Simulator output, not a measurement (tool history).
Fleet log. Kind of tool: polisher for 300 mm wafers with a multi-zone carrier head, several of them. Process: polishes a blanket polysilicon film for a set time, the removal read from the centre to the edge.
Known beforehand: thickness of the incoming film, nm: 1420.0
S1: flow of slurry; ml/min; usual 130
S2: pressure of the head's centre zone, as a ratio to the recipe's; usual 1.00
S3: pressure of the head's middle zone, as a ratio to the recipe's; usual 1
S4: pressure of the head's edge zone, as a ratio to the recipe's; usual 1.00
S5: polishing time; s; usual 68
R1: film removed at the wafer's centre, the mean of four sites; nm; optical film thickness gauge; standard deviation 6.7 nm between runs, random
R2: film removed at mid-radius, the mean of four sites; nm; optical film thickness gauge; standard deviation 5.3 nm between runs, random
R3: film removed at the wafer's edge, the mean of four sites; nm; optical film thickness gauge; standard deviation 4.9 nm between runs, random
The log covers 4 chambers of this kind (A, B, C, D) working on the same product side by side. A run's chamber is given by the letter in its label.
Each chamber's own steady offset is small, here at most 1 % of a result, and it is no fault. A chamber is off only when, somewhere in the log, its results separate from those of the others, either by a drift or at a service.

| run | hour | S1 | S2 | S3 | S4 | S5 | R1 | R2 | R3 |
|---|---|---|---|---|---|---|---|---|---|
| 1A | 2.8 | 130 | 1.00 | 1 | 1.00 | 68 | 570.38 | 569.51 | 582.28 |
| 2B | 5.6 | 130 | 1.00 | 1 | 1.00 | 68 | 572.24 | 576.56 | 570.81 |
| 3D | 9.4 | 130 | 1.00 | 1 | 1.00 | 68 | 576.53 | 575.11 | 578.52 |
| 4C | 12.2 | 130 | 1.00 | 1 | 1.00 | 68 | 573.39 | 582.18 | 577.44 |
| 5B | 15.5 | 130 | 1.00 | 1 | 1.00 | 68 | 569.67 | 571.39 | 579.36 |
| 6C | 18.9 | 130 | 1.00 | 1 | 1.00 | 68 | 581.35 | 577.60 | 578.87 |
|  | 21.1 | chamber A: worn pad replaced by a new one |
| 7A | 22.7 | 130 | 1.00 | 1 | 1.00 | 68 | 578.27 | 576.42 | 587.04 |
| 8D | 26.0 | 130 | 1.00 | 1 | 1.00 | 68 | 568.63 | 580.87 | 572.48 |
| 9D | 29.9 | 130 | 1.00 | 1 | 1.00 | 68 | 566.31 | 566.80 | 569.15 |
| 10C | 33.5 | 130 | 1.00 | 1 | 1.11 | 68 | 577.00 | 578.42 | 617.61 |
| 11B | 37.7 | 130 | 1.00 | 1 | 1.11 | 68 | 583.85 | 572.29 | 608.29 |
| 12A | 40.8 | 130 | 1.00 | 1 | 1.11 | 68 | 585.37 | 571.48 | 612.90 |
| 13C | 46.2 | 130 | 1.00 | 1 | 1.11 | 68 | 577.34 | 581.38 | 607.98 |
| 14B | 50.2 | 130 | 1.00 | 1 | 1.00 | 68 | 585.46 | 565.55 | 573.36 |
| 15A | 55.3 | 130 | 1.00 | 1 | 1.00 | 68 | 573.37 | 581.10 | 580.38 |
| 16D | 58.8 | 130 | 1.00 | 1 | 1.00 | 68 | 551.85 | 554.85 | 559.33 |
| 17D | 63.1 | 130 | 1.00 | 1 | 1.00 | 68 | 553.87 | 556.54 | 560.85 |
|  | 65.7 | chamber B: centre zone pressure recalibrated |
| 18B | 66.6 | 130 | 1.00 | 1 | 1.00 | 68 | 571.98 | 580.00 | 572.36 |
| 19A | 71.1 | 130 | 1.00 | 1 | 1.00 | 68 | 580.55 | 582.27 | 582.09 |
|  | 72.6 | chamber C: worn pad replaced by a new one |
| 20C | 75.0 | 130 | 1.00 | 1 | 1.00 | 68 | 574.05 | 571.00 | 581.94 |
| 21B | 80.2 | 130 | 1.00 | 1 | 1.00 | 68 | 567.89 | 572.55 | 580.30 |
| 22D | 85.3 | 130 | 1.10 | 1 | 1.00 | 68 | 612.40 | 550.21 | 548.21 |
| 23A | 89.0 | 130 | 1.10 | 1 | 1.00 | 68 | 640.44 | 563.85 | 573.65 |
| 24C | 91.7 | 130 | 1.10 | 1 | 1.00 | 68 | 649.83 | 576.55 | 583.25 |
|  | 92.2 | chamber A: slurry nozzle cleaned |
| 25A | 96.0 | 130 | 1.10 | 1 | 1.00 | 68 | 623.33 | 570.05 | 584.83 |
| 26C | 101.1 | 130 | 1.00 | 1 | 1.00 | 68 | 582.96 | 577.26 | 570.56 |
| 27D | 106.5 | 130 | 1.11 | 1 | 1.00 | 68 | 589.15 | 542.74 | 538.25 |
| 28B | 110.5 | 130 | 1.11 | 1 | 1.00 | 68 | 652.97 | 576.88 | 572.07 |
| 29C | 115.8 | 130 | 1.11 | 1 | 1.00 | 68 | 658.52 | 577.49 | 576.85 |
| 30A | 119.5 | 130 | 1.11 | 1 | 1.00 | 68 | 639.27 | 571.28 | 574.23 |
| 31B | 122.8 | 130 | 1.00 | 1 | 1.00 | 68 | 584.39 | 572.75 | 577.10 |
| 32D | 127.8 | 130 | 1.00 | 1 | 1.00 | 68 | 524.34 | 519.25 | 523.24 |

Is one chamber off against the others, does the gauge drift, or is nothing wrong? If a chamber is off, say which, and what the likeliest cause is.

Chamber D drifts away from the others.
Most likely cause: removal rate lost through wear of the pad, % = 8.74.
The log may not separate it from: slurry flow missing at the pad, %.

Which of the 4 candidates below, each the usual settings with something changed and its results left as question marks, puts chamber D back in line with what the other chambers give on the usual settings?
In line here means within this much of the mean the other chambers give on the usual settings: R1 23.00 nm; R2 18.00 nm; R3 17.00 nm
| 33D-1 | 131.9 | 130 | 1.00 | 1 | 0.99 | 62 | ? | ? | ? |
| 33D-2 | 131.9 | 130 | 1.00 | 1 | 1.01 | 74 | ? | ? | ? |
| 33D-3 | 131.9 | 125 | 1.00 | 1 | 0.99 | 59 | ? | ? | ? |
| 33D-4 | 131.9 | 135 | 1.00 | 1 | 1.01 | 78 | ? | ? | ? |

The mean the other chambers reach with the usual settings: R1 574.56 nm; R2 574.40 nm; R3 577.68 nm
| run | R1 | R2 | R3 |
|---|---|---|---|
| 33D-1 | 482.44 | 477.54 | 476.14 |
| 33D-2 | 575.82 | 569.95 | 574.39 |
| 33D-3 | 454.39 | 450.32 | 450.22 |
| 33D-4 | 612.77 | 605.85 | 609.04 |
33D-2 brings the chamber back in line.
